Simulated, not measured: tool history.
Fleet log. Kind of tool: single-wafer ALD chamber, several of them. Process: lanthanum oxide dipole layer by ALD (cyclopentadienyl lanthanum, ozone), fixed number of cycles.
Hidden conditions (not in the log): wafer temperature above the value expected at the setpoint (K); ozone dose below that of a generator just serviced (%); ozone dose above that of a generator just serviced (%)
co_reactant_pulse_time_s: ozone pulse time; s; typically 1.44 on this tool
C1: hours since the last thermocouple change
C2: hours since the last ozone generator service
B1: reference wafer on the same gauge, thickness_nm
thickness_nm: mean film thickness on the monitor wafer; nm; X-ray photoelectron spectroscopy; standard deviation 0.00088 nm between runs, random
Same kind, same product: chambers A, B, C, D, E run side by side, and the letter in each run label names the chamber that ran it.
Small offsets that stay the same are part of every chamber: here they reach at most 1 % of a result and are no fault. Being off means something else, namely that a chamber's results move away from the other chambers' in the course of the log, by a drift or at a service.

Run 1D, hour 7.8: usual settings; C1 1095.2; C2 193.9; B1 0.62298. Result: thickness_nm 0.55070 nm.
Run 2C, hour 18.8: usual settings; C1 723.2; C2 393.6; B1 0.62286. Result: thickness_nm 0.54372 nm.
Run 3A, hour 27.2: usual settings; C1 1986.6; C2 481.9; B1 0.62287. Result: thickness_nm 0.54451 nm.
Run 4E, hour 39.3: usual settings; C1 746.2; C2 1037.2; B1 0.62262. Result: thickness_nm 0.54785 nm.
Run 5B, hour 49.5: usual settings; C1 929.3; C2 1309.6; B1 0.62241. Result: thickness_nm 0.54658 nm.
Run 6D, hour 57.8: usual settings but co_reactant_pulse_time_s 1.64 s; C1 1145.2; C2 243.9; B1 0.62221. Result: thickness_nm 0.56047 nm.
Run 7B, hour 70.1: usual settings but co_reactant_pulse_time_s 1.64 s; C1 949.9; C2 1330.2; B1 0.62245. Result: thickness_nm 0.55702 nm.
Run 8C, hour 79.2: usual settings but co_reactant_pulse_time_s 1.64 s; C1 783.6; C2 454.0; B1 0.62202. Result: thickness_nm 0.55205 nm.
Run 9E, hour 92.1: usual settings but co_reactant_pulse_time_s 1.64 s; C1 799.0; C2 1090.0; B1 0.62202. Result: thickness_nm 0.55751 nm.
Run 10A, hour 100.9: usual settings but co_reactant_pulse_time_s 1.64 s; C1 2060.3; C2 555.6; B1 0.62184. Result: thickness_nm 0.55571 nm.
At hour 110.8: chamber B: ozone generator serviced.
Run 11D, hour 114.0: usual settings; C1 1201.4; C2 300.1; B1 0.62170. Result: thickness_nm 0.54774 nm.
Run 12B, hour 120.0: usual settings; C1 999.8; C2 9.3; B1 0.62146. Result: thickness_nm 0.54622 nm.
Run 13E, hour 132.0: usual settings; C1 838.9; C2 1129.9; B1 0.62167. Result: thickness_nm 0.54622 nm.
Run 14A, hour 145.5: usual settings; C1 2104.9; C2 600.2; B1 0.62147. Result: thickness_nm 0.54295 nm.
Run 15C, hour 154.8: usual settings; C1 859.2; C2 529.6; B1 0.62119. Result: thickness_nm 0.54306 nm.
Run 16E, hour 162.5: usual settings; C1 869.4; C2 1160.4; B1 0.62132. Result: thickness_nm 0.54496 nm.
Run 17B, hour 175.0: usual settings; C1 1054.8; C2 64.3; B1 0.62149. Result: thickness_nm 0.54649 nm.
Run 18C, hour 184.1: usual settings but co_reactant_pulse_time_s 1.98 s; C1 888.5; C2 558.9; B1 0.62115. Result: thickness_nm 0.56246 nm.
Run 19D, hour 191.6: usual settings but co_reactant_pulse_time_s 1.98 s; C1 1279.0; C2 377.7; B1 0.62094. Result: thickness_nm 0.56778 nm.
Run 20A, hour 200.8: usual settings but co_reactant_pulse_time_s 1.98 s; C1 2160.2; C2 655.5; B1 0.62099. Result: thickness_nm 0.56747 nm.
At hour 210.8: chamber A: thermocouple changed; heater temperature recalibrated.
Run 21C, hour 213.0: usual settings but co_reactant_pulse_time_s 1.98 s; C1 917.4; C2 587.8; B1 0.62054. Result: thickness_nm 0.56050 nm.
Run 22B, hour 219.5: usual settings but co_reactant_pulse_time_s 1.98 s; C1 1099.3; C2 108.8; B1 0.62059. Result: thickness_nm 0.56652 nm.
Run 23E, hour 230.7: usual settings but co_reactant_pulse_time_s 1.94 s; C1 937.6; C2 1228.6; B1 0.62044. Result: thickness_nm 0.56619 nm.
Run 24A, hour 243.3: usual settings but co_reactant_pulse_time_s 1.94 s; C1 32.5; C2 698.0; B1 0.62045. Result: thickness_nm 0.56559 nm.
Run 25D, hour 252.1: usual settings but co_reactant_pulse_time_s 1.94 s; C1 1339.5; C2 438.2; B1 0.62044. Result: thickness_nm 0.56795 nm.
Run 26C, hour 264.3: usual settings but co_reactant_pulse_time_s 1.94 s; C1 968.7; C2 639.1; B1 0.62020. Result: thickness_nm 0.56077 nm.
Run 27B, hour 272.1: usual settings but co_reactant_pulse_time_s 1.94 s; C1 1151.9; C2 161.4; B1 0.62016. Result: thickness_nm 0.56673 nm.
Run 28E, hour 280.6: usual settings; C1 987.5; C2 1278.5; B1 0.61987. Result: thickness_nm 0.54370 nm.
Run 29D, hour 286.6: usual settings; C1 1374.0; C2 472.7; B1 0.62010. Result: thickness_nm 0.54665 nm.
Run 30A, hour 294.7: usual settings; C1 83.9; C2 749.4; B1 0.61997. Result: thickness_nm 0.54108 nm.
Run 31D, hour 304.3: usual settings; C1 1391.7; C2 490.4; B1 0.61969. Result: thickness_nm 0.54596 nm.
Run 32C, hour 313.0: usual settings; C1 1017.4; C2 687.8; B1 0.61951. Result: thickness_nm 0.54040 nm.
Run 33A, hour 324.4: usual settings; C1 113.6; C2 779.1; B1 0.61937. Result: thickness_nm 0.54255 nm.
Run 34B, hour 334.2: usual settings but co_reactant_pulse_time_s 1.68 s; C1 1214.0; C2 223.5; B1 0.61961. Result: thickness_nm 0.55725 nm.
Run 35E, hour 347.6: usual settings but co_reactant_pulse_time_s 1.68 s; C1 1054.5; C2 1345.5; B1 0.61911. Result: thickness_nm 0.55680 nm.
Run 36B, hour 356.7: usual settings but co_reactant_pulse_time_s 1.68 s; C1 1236.5; C2 246.0; B1 0.61914. Result: thickness_nm 0.55538 nm.
Run 37A, hour 364.1: usual settings but co_reactant_pulse_time_s 1.68 s; C1 153.3; C2 818.8; B1 0.61913. Result: thickness_nm 0.55458 nm.
Run 38D, hour 375.3: usual settings but co_reactant_pulse_time_s 1.68 s; C1 1462.7; C2 561.4; B1 0.61910. Result: thickness_nm 0.55726 nm.

For the next run the whole fleet of 5 chambers uses the same settings. Give each chamber's results:
Run 39A, hour 385.0: usual settings. Result: thickness_nm ?.
Run 39B, hour 385.0: usual settings. Result: thickness_nm ?.
Run 39C, hour 385.0: usual settings. Result: thickness_nm ?.
Run 39D, hour 385.0: usual settings. Result: thickness_nm ?.
Run 39E, hour 385.0: usual settings. Result: thickness_nm ?.

run  thickness_nm
39A       0.54201
39B       0.54425
39C       0.54004
39D       0.54627
39E       0.54490

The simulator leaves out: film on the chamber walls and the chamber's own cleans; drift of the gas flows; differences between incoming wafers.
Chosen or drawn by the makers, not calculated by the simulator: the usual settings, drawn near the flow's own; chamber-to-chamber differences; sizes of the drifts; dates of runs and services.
